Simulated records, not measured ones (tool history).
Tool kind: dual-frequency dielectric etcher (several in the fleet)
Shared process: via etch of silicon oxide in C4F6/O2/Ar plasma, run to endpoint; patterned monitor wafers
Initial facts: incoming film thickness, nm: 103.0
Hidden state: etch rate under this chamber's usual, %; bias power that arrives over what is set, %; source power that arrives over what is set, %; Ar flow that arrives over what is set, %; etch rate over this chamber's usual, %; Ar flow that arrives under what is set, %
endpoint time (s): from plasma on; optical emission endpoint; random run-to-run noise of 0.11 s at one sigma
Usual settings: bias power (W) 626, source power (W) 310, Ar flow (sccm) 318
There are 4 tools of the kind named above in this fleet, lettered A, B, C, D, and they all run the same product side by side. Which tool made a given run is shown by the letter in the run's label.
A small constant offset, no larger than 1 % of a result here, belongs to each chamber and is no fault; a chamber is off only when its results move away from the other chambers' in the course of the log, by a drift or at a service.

| run | hour | bias power (W) | source power (W) | Ar flow (sccm) | hours since the last wet clean | hours since the last bias power generator calibration | hours since the last source power generator calibration | hours since the last Ar flow controller change | endpoint time (s) |
|---|---|---|---|---|---|---|---|---|---|
|  | 5.9 | chamber B: wet clean of the chamber |
| 1B | 10.2 | 626 | 310 | 318 | 4.4 | 34.5 | 2639.6 | 944.8 | 22.972 |
| 2C | 20.2 | 626 | 310 | 318 | 62.4 | 3815.3 | 642.9 | 2116.5 | 23.192 |
| 3D | 30.4 | 626 | 310 | 318 | 207.7 | 1492.8 | 1148.2 | 1238.8 | 23.161 |
| 4A | 36.7 | 626 | 310 | 318 | 301.6 | 412.9 | 4800.5 | 1891.3 | 23.047 |
| 5C | 41.8 | 626 | 310 | 318 | 84.0 | 3836.9 | 664.5 | 2138.1 | 22.977 |
| 6B | 47.1 | 626 | 310 | 318 | 41.3 | 71.4 | 2676.5 | 981.7 | 23.143 |
| 7A | 57.9 | 626 | 310 | 318 | 322.8 | 434.1 | 4821.7 | 1912.5 | 23.026 |
| 8D | 63.0 | 626 | 310 | 318 | 240.3 | 1525.4 | 1180.8 | 1271.4 | 22.953 |
| 9B | 70.1 | 626 | 310 | 318 | 64.3 | 94.4 | 2699.5 | 1004.7 | 22.925 |
| 10D | 79.7 | 626 | 310 | 318 | 257.0 | 1542.1 | 1197.5 | 1288.1 | 23.204 |
| 11C | 86.5 | 561 | 310 | 267 | 128.7 | 3881.6 | 709.2 | 2182.8 | 23.634 |
| 12A | 96.4 | 561 | 310 | 267 | 361.3 | 472.6 | 4860.2 | 1951.0 | 23.515 |
| 13A | 106.3 | 561 | 310 | 267 | 371.2 | 482.5 | 4870.1 | 1960.9 | 23.453 |
| 14C | 115.8 | 561 | 310 | 267 | 158.0 | 3910.9 | 738.5 | 2212.1 | 23.543 |
| 15D | 127.4 | 626 | 310 | 318 | 304.7 | 1589.8 | 1245.2 | 1335.8 | 23.231 |
| 16B | 134.9 | 626 | 310 | 318 | 129.1 | 159.2 | 2764.3 | 1069.5 | 23.052 |
| 17C | 144.7 | 626 | 310 | 318 | 186.9 | 3939.8 | 767.4 | 2241.0 | 22.981 |
| 18B | 151.3 | 626 | 310 | 318 | 145.5 | 175.6 | 2780.7 | 1085.9 | 22.892 |
| 19D | 156.7 | 626 | 310 | 318 | 334.0 | 1619.1 | 1274.5 | 1365.1 | 23.102 |
| 20A | 166.0 | 626 | 310 | 246 | 430.9 | 542.2 | 4929.8 | 2020.6 | 22.371 |
| 21B | 171.1 | 626 | 310 | 246 | 165.3 | 195.4 | 2800.5 | 1105.7 | 22.392 |
| 22D | 176.5 | 626 | 310 | 246 | 353.8 | 1638.9 | 1294.3 | 1384.9 | 22.596 |
|  | 180.7 | chamber A: wet clean of the chamber |
| 23C | 186.0 | 626 | 310 | 246 | 228.2 | 3981.1 | 808.7 | 2282.3 | 22.224 |
| 24A | 194.8 | 626 | 310 | 318 | 14.2 | 571.0 | 4958.6 | 2049.4 | 23.084 |
| 25D | 201.1 | 626 | 310 | 318 | 378.4 | 1663.5 | 1318.9 | 1409.5 | 23.480 |
| 26A | 210.6 | 626 | 310 | 318 | 30.0 | 586.8 | 4974.4 | 2065.2 | 23.137 |
| 27C | 216.2 | 626 | 310 | 318 | 258.4 | 4011.3 | 838.9 | 2312.5 | 23.072 |
| 28B | 223.9 | 626 | 310 | 318 | 218.1 | 248.2 | 2853.3 | 1158.5 | 23.311 |
| 29C | 235.1 | 626 | 310 | 318 | 277.3 | 4030.2 | 857.8 | 2331.4 | 23.118 |
| 30D | 244.1 | 626 | 310 | 318 | 421.4 | 1706.5 | 1361.9 | 1452.5 | 23.346 |
| 31B | 251.5 | 626 | 310 | 318 | 245.7 | 275.8 | 2880.9 | 1186.1 | 23.206 |
| 32A | 259.7 | 626 | 310 | 318 | 79.1 | 635.9 | 5023.5 | 2114.3 | 22.967 |
| 33C | 268.0 | 499 | 280 | 318 | 310.2 | 4063.1 | 890.7 | 2364.3 | 26.154 |
| 34A | 277.9 | 499 | 280 | 318 | 97.3 | 654.1 | 5041.7 | 2132.5 | 25.724 |
| 35B | 287.9 | 499 | 280 | 318 | 282.1 | 312.2 | 2917.3 | 1222.5 | 26.346 |
| 36D | 298.1 | 499 | 280 | 318 | 475.4 | 1760.5 | 1415.9 | 1506.5 | 26.588 |
| 37D | 304.7 | 626 | 310 | 318 | 482.0 | 1767.1 | 1422.5 | 1513.1 | 23.554 |
| 38C | 310.5 | 626 | 310 | 318 | 352.7 | 4105.6 | 933.2 | 2406.8 | 22.988 |
| 39B | 321.6 | 626 | 310 | 318 | 315.8 | 345.9 | 2951.0 | 1256.2 | 23.100 |
| 40A | 331.1 | 626 | 310 | 318 | 150.5 | 707.3 | 5094.9 | 2185.7 | 22.825 |
| 41A | 342.6 | 626 | 310 | 318 | 162.0 | 718.8 | 5106.4 | 2197.2 | 22.997 |
| 42B | 353.4 | 626 | 250 | 318 | 347.6 | 377.7 | 2982.8 | 1288.0 | 24.907 |
| 43C | 364.4 | 626 | 250 | 318 | 406.6 | 4159.5 | 987.1 | 2460.7 | 24.769 |

All 4 chambers run these settings next. Forecast each chamber's results:
| 44A | 372.8 | 626 | 310 | 284 |  |  |  |  | ? |
| 44B | 372.8 | 626 | 310 | 284 |  |  |  |  | ? |
| 44C | 372.8 | 626 | 310 | 284 |  |  |  |  | ? |
| 44D | 372.8 | 626 | 310 | 284 |  |  |  |  | ? |

| run | endpoint time (s) |
|---|---|
| 44A | 22.731 |
| 44B | 22.867 |
| 44C | 22.700 |
| 44D | 23.497 |

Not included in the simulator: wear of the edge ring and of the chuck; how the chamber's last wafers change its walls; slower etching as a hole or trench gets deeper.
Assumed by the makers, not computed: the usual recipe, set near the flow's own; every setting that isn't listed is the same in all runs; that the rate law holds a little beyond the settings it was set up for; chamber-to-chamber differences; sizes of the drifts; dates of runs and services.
